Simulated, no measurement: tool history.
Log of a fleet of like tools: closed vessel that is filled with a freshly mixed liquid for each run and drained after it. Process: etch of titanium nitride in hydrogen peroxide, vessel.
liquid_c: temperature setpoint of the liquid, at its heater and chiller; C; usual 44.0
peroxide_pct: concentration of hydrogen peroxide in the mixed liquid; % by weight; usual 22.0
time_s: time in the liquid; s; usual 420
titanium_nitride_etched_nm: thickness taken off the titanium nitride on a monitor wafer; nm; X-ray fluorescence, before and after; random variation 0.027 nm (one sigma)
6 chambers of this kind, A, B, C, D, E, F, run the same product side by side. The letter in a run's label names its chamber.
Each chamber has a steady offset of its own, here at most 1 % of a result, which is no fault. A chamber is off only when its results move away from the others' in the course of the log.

run     day  liquid_c  peroxide_pct  time_s  hours since the thermometer was replaced  hours since the peroxide flow meter was replaced  hours since the drum of peroxide was connected  read-back film thickness of the titanium nitride reference wafer, read on the same gauge (nm)  titanium_nitride_etched_nm
 1E   0.371      44.0          22.0     420                                     799.9                                            1855.8                                           377.1                                                                                         90.070                      6.8486
 2D   0.742      44.0          22.0     420                                     395.6                                            1858.7                                           882.6                                                                                         89.999                      6.8458
 3B   1.029      44.0          22.0     420                                    1064.6                                             532.1                                            85.1                                                                                         90.023                      6.8503
 4A   1.438      44.0          22.0     420                                    2869.0                                              78.9                                           204.8                                                                                         90.045                      6.9071
 5F   1.671      44.0          22.0     420                                    1319.8                                             474.0                                           970.6                                                                                         89.969                      6.9016
 6C   1.954      44.0          22.0     420                                     599.6                                            2094.0                                           110.1                                                                                         90.010                      6.8984
 7A   2.375      44.0          22.0     420                                    2891.5                                             101.4                                           227.3                                                                                         89.997                      6.9310
      2.667  -- chamber A: thermometer replaced
 8C   2.767      39.5          22.0     585                                     619.1                                            2113.5                                           129.6                                                                                         90.008                      6.7941
 9E   3.246      39.5          22.0     585                                     868.9                                            1924.8                                           446.1                                                                                         89.990                      6.7514
10B   3.746      39.5          22.0     585                                    1129.8                                             597.3                                           150.3                                                                                         89.968                      6.8544
      3.775  -- chamber F: new drum of peroxide connected
11D   4.242      39.5          22.0     585                                     479.6                                            1942.7                                           966.6                                                                                         89.992                      6.8140
12F   4.567      39.5          22.0     585                                    1389.3                                             543.5                                            19.0                                                                                         90.018                      6.8183
13E   4.988      39.5          22.0     585                                     910.7                                            1966.6                                           487.9                                                                                         90.035                      6.7594
14B   5.404      44.0          22.0     420                                    1169.6                                             637.1                                           190.1                                                                                         90.001                      6.8551
15F   5.821      44.0          22.0     420                                    1419.4                                             573.6                                            49.1                                                                                         89.950                      6.8715
16C   6.321      44.0          22.0     420                                     704.4                                            2198.8                                           214.9                                                                                         89.986                      6.9408
17A   6.758      44.0          17.5     645                                      98.3                                             206.6                                           332.5                                                                                         89.953                     10.0630
18D   7.071      44.0          17.5     645                                     547.5                                            2010.6                                          1034.5                                                                                         90.004                     10.1250
19C   7.446      44.0          17.5     645                                     731.4                                            2225.8                                           241.9                                                                                         90.000                     10.1410
20D   7.862      44.0          17.5     645                                     566.5                                            2029.6                                          1053.5                                                                                         90.056                     10.1500
21A   8.383      44.0          17.5     645                                     137.3                                             245.6                                           371.5                                                                                         89.989                     10.0600
22E   8.650      44.0          17.5     645                                     998.6                                            2054.5                                           575.8                                                                                         90.013                     10.0030
23B   9.075      44.0          22.0     420                                    1257.7                                             725.2                                           278.2                                                                                         89.962                      6.9044
      9.146  -- chamber C: peroxide flow meter replaced
24F   9.483      44.0          22.0     420                                    1507.3                                             661.5                                           137.0                                                                                         90.017                      6.8227
25E   9.742      44.0          22.0     420                                    1024.8                                            2080.7                                           602.0                                                                                         89.959                      6.8609
26C  10.096      44.0          22.0     420                                     795.0                                              22.9                                           305.5                                                                                         89.994                      6.9573
27D  10.417      44.0          22.0     420                                     627.8                                            2090.9                                          1114.8                                                                                         89.973                      7.0568
     10.738  -- chamber D: peroxide flow meter replaced
28A  10.858      48.5          22.0     420                                     196.7                                             305.0                                           430.9                                                                                         89.994                      9.5714
29F  11.275      48.5          22.0     420                                    1550.3                                             704.5                                           180.0                                                                                         89.941                      9.5774
30B  11.696      48.5          22.0     420                                    1320.6                                             788.1                                           341.1                                                                                         89.929                      9.6286
     11.867  -- chamber C: thermometer replaced
31E  12.000      48.5          22.0     420                                    1079.0                                            2134.9                                           656.2                                                                                         89.964                      9.5274
32F  12.412      48.5          22.0     420                                    1577.6                                             731.8                                           207.3                                                                                         90.065                      9.5694
33A  12.883      48.5          22.0     420                                     245.3                                             353.6                                           479.5                                                                                         90.035                      9.5227
34B  13.221      44.0          22.0     420                                    1357.2                                             824.7                                           377.7                                                                                         90.003                      6.9340
     13.425  -- chamber B: new drum of peroxide connected
35C  13.538      44.0          22.0     420                                      40.1                                             105.5                                           388.1                                                                                         89.995                      6.8773
36D  13.854      44.0          22.0     420                                     710.3                                              74.9                                          1197.3                                                                                         90.017                      7.1294
     14.008  -- chamber F: thermometer replaced
37F  14.321      44.0          22.0     420                                       7.5                                             777.6                                           253.1                                                                                         90.037                      6.8950
38C  14.783      44.0          22.0     420                                      70.0                                             135.4                                           418.0                                                                                         89.977                      6.9392
39A  15.054      44.0          22.0     420                                     297.4                                             405.7                                           531.6                                                                                         89.983                      6.8720
40E  15.333      44.0          22.0     420                                    1159.0                                            2214.9                                           736.2                                                                                         89.965                      6.8434
41B  15.767      44.0          22.0     420                                    1418.3                                             885.8                                            56.3                                                                                         90.009                      6.8573
     15.904  -- chamber A: new drum of peroxide connected
42D  16.200      44.0          22.0     420                                     766.6                                             131.2                                          1253.6                                                                                         89.997                      7.2508
43A  16.429      44.0          22.0     420                                     330.4                                             438.7                                            12.7                                                                                         90.012                      6.8942

Next, every chamber runs the same settings. What will each give?
44A  16.804      44.0          19.0     420                                                                                                                                                                                                                                                                      ?
44B  16.804      44.0          19.0     420                                                                                                                                                                                                                                                                      ?
44C  16.804      44.0          19.0     420                                                                                                                                                                                                                                                                      ?
44D  16.804      44.0          19.0     420                                                                                                                                                                                                                                                                      ?
44E  16.804      44.0          19.0     420                                                                                                                                                                                                                                                                      ?
44F  16.804      44.0          19.0     420                                                                                                                                                                                                                                                                      ?

run  titanium_nitride_etched_nm
44A                      6.7131
44B                      6.6835
44C                      6.6687
44D                      7.0536
44E                      6.6136
44F                      6.6625
